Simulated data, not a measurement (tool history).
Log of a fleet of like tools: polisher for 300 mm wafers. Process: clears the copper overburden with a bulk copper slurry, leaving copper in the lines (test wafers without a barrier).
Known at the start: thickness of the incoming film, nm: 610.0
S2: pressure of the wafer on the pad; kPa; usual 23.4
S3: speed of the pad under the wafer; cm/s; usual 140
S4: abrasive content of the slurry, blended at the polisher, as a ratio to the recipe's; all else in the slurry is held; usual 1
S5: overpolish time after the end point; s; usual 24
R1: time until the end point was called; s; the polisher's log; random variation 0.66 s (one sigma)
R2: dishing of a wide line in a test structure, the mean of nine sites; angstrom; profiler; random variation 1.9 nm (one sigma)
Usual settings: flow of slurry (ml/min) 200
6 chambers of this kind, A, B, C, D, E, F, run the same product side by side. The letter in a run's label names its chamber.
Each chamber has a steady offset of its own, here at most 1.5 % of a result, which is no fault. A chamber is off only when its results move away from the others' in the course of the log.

At hour 3.6: chamber A: head pressure recalibrated.
Run 1C, hour 3.9: usual settings. Result: R1 41.418 s, R2 1111.5 angstrom.
Run 2F, hour 7.0: usual settings. Result: R1 41.469 s, R2 1133.1 angstrom.
Run 3A, hour 10.3: usual settings. Result: R1 42.191 s, R2 1141.8 angstrom.
At hour 11.0: chamber F: head pressure recalibrated.
Run 4B, hour 15.2: usual settings. Result: R1 41.555 s, R2 1144.6 angstrom.
Run 5D, hour 18.9: usual settings. Result: R1 43.193 s, R2 1179.5 angstrom.
At hour 20.4: chamber E: slurry blender recalibrated.
Run 6E, hour 22.2: usual settings. Result: R1 42.469 s, R2 1110.8 angstrom.
At hour 22.8: chamber A: worn pad replaced by a new one.
At hour 26.3: chamber E: worn pad replaced by a new one.
At hour 26.3: chamber D: slurry blender recalibrated.
Run 7F, hour 27.2: usual settings. Result: R1 40.762 s, R2 1124.1 angstrom.
At hour 28.0: chamber C: slurry nozzle cleaned.
At hour 31.8: chamber C: worn pad replaced by a new one.
Run 8C, hour 32.6: usual settings. Result: R1 42.137 s, R2 1140.0 angstrom.
At hour 33.4: chamber F: worn pad replaced by a new one.
Run 9E, hour 35.7: usual settings. Result: R1 42.139 s, R2 1127.9 angstrom.
Run 10B, hour 41.5: usual settings. Result: R1 41.921 s, R2 1143.7 angstrom.
Run 11A, hour 44.1: usual settings. Result: R1 42.016 s, R2 1142.4 angstrom.
At hour 46.0: chamber B: worn pad replaced by a new one.
Run 12D, hour 47.5: usual settings. Result: R1 42.675 s, R2 1160.9 angstrom.
Run 13D, hour 52.2: usual settings. Result: R1 42.600 s, R2 1145.8 angstrom.
Run 14A, hour 57.5: usual settings. Result: R1 41.063 s, R2 1153.2 angstrom.
Run 15F, hour 62.0: usual settings. Result: R1 42.372 s, R2 1117.7 angstrom.
Run 16B, hour 66.2: usual settings. Result: R1 41.950 s, R2 1174.3 angstrom.
Run 17E, hour 71.8: usual settings. Result: R1 43.475 s, R2 1154.7 angstrom.
Run 18C, hour 75.8: usual settings. Result: R1 42.996 s, R2 1120.6 angstrom.
At hour 77.2: chamber C: worn pad replaced by a new one.
Run 19A, hour 78.6: usual settings. Result: R1 42.492 s, R2 1158.3 angstrom.
Run 20B, hour 83.2: usual settings. Result: R1 42.314 s, R2 1133.9 angstrom.
Run 21C, hour 87.4: usual settings. Result: R1 41.613 s, R2 1140.4 angstrom.
Run 22D, hour 90.0: usual settings. Result: R1 43.467 s, R2 1131.0 angstrom.
At hour 90.4: chamber C: slurry blender recalibrated.
Run 23E, hour 93.5: usual settings. Result: R1 41.849 s, R2 1107.7 angstrom.
Run 24F, hour 96.4: usual settings. Result: R1 42.617 s, R2 1124.3 angstrom.
Run 25E, hour 100.4: usual settings. Result: R1 41.969 s, R2 1140.6 angstrom.
At hour 101.8: chamber E: worn pad replaced by a new one.
At hour 103.4: chamber A: slurry blender recalibrated.
Run 26D, hour 105.2: usual settings. Result: R1 43.321 s, R2 1096.4 angstrom.
Run 27F, hour 108.7: usual settings. Result: R1 42.477 s, R2 1123.2 angstrom.
At hour 109.2: chamber F: worn pad replaced by a new one.
Run 28A, hour 113.4: usual settings. Result: R1 41.607 s, R2 1144.7 angstrom.
Run 29C, hour 118.9: usual settings. Result: R1 41.712 s, R2 1145.2 angstrom.
Run 30B, hour 122.7: usual settings but S3 176 cm/s. Result: R1 34.513 s, R2 1192.5 angstrom.
At hour 123.7: chamber D: worn pad replaced by a new one.
Run 31B, hour 128.1: usual settings but S3 176 cm/s. Result: R1 33.283 s, R2 1233.3 angstrom.
At hour 130.8: chamber C: worn pad replaced by a new one.
At hour 132.2: chamber B: slurry blender recalibrated.
Run 32D, hour 133.6: usual settings but S3 176 cm/s. Result: R1 33.399 s, R2 1240.4 angstrom.
Run 33C, hour 136.2: usual settings but S3 176 cm/s. Result: R1 33.726 s, R2 1153.7 angstrom.
At hour 138.4: chamber A: worn pad replaced by a new one.
Run 34F, hour 140.4: usual settings but S3 176 cm/s. Result: R1 34.088 s, R2 1187.3 angstrom.
Run 35E, hour 144.3: usual settings but S3 176 cm/s. Result: R1 32.899 s, R2 1176.7 angstrom.
Run 36A, hour 147.6: usual settings. Result: R1 41.229 s, R2 1089.6 angstrom.
Run 37C, hour 152.2: usual settings. Result: R1 41.933 s, R2 1097.0 angstrom.
At hour 156.4: chamber E: slurry nozzle cleaned.
Run 38F, hour 156.7: usual settings. Result: R1 41.456 s, R2 1117.9 angstrom.
Run 39A, hour 159.5: usual settings. Result: R1 41.630 s, R2 1127.7 angstrom.
At hour 161.5: chamber B: head pressure recalibrated.
Run 40D, hour 165.2: usual settings. Result: R1 43.130 s, R2 1127.8 angstrom.
Run 41B, hour 170.0: usual settings. Result: R1 41.504 s, R2 1151.0 angstrom.
Run 42E, hour 174.1: usual settings. Result: R1 42.042 s, R2 1097.1 angstrom.
At hour 177.6: chamber E: worn pad replaced by a new one.
Run 43E, hour 177.6: usual settings. Result: R1 43.415 s, R2 1137.0 angstrom.

Next, every chamber runs the same settings. What will each give?
Run 44A, hour 181.7: usual settings. Result: R1 ?, R2 ?.
Run 44B, hour 181.7: usual settings. Result: R1 ?, R2 ?.
Run 44C, hour 181.7: usual settings. Result: R1 ?, R2 ?.
Run 44D, hour 181.7: usual settings. Result: R1 ?, R2 ?.
Run 44E, hour 181.7: usual settings. Result: R1 ?, R2 ?.
Run 44F, hour 181.7: usual settings. Result: R1 ?, R2 ?.

run      R1      R2
44A  43.158  1106.2
44B  41.626  1134.9
44C  42.484  1144.0
44D  43.334  1135.7
44E  40.569  1099.7
44F  41.211  1091.2

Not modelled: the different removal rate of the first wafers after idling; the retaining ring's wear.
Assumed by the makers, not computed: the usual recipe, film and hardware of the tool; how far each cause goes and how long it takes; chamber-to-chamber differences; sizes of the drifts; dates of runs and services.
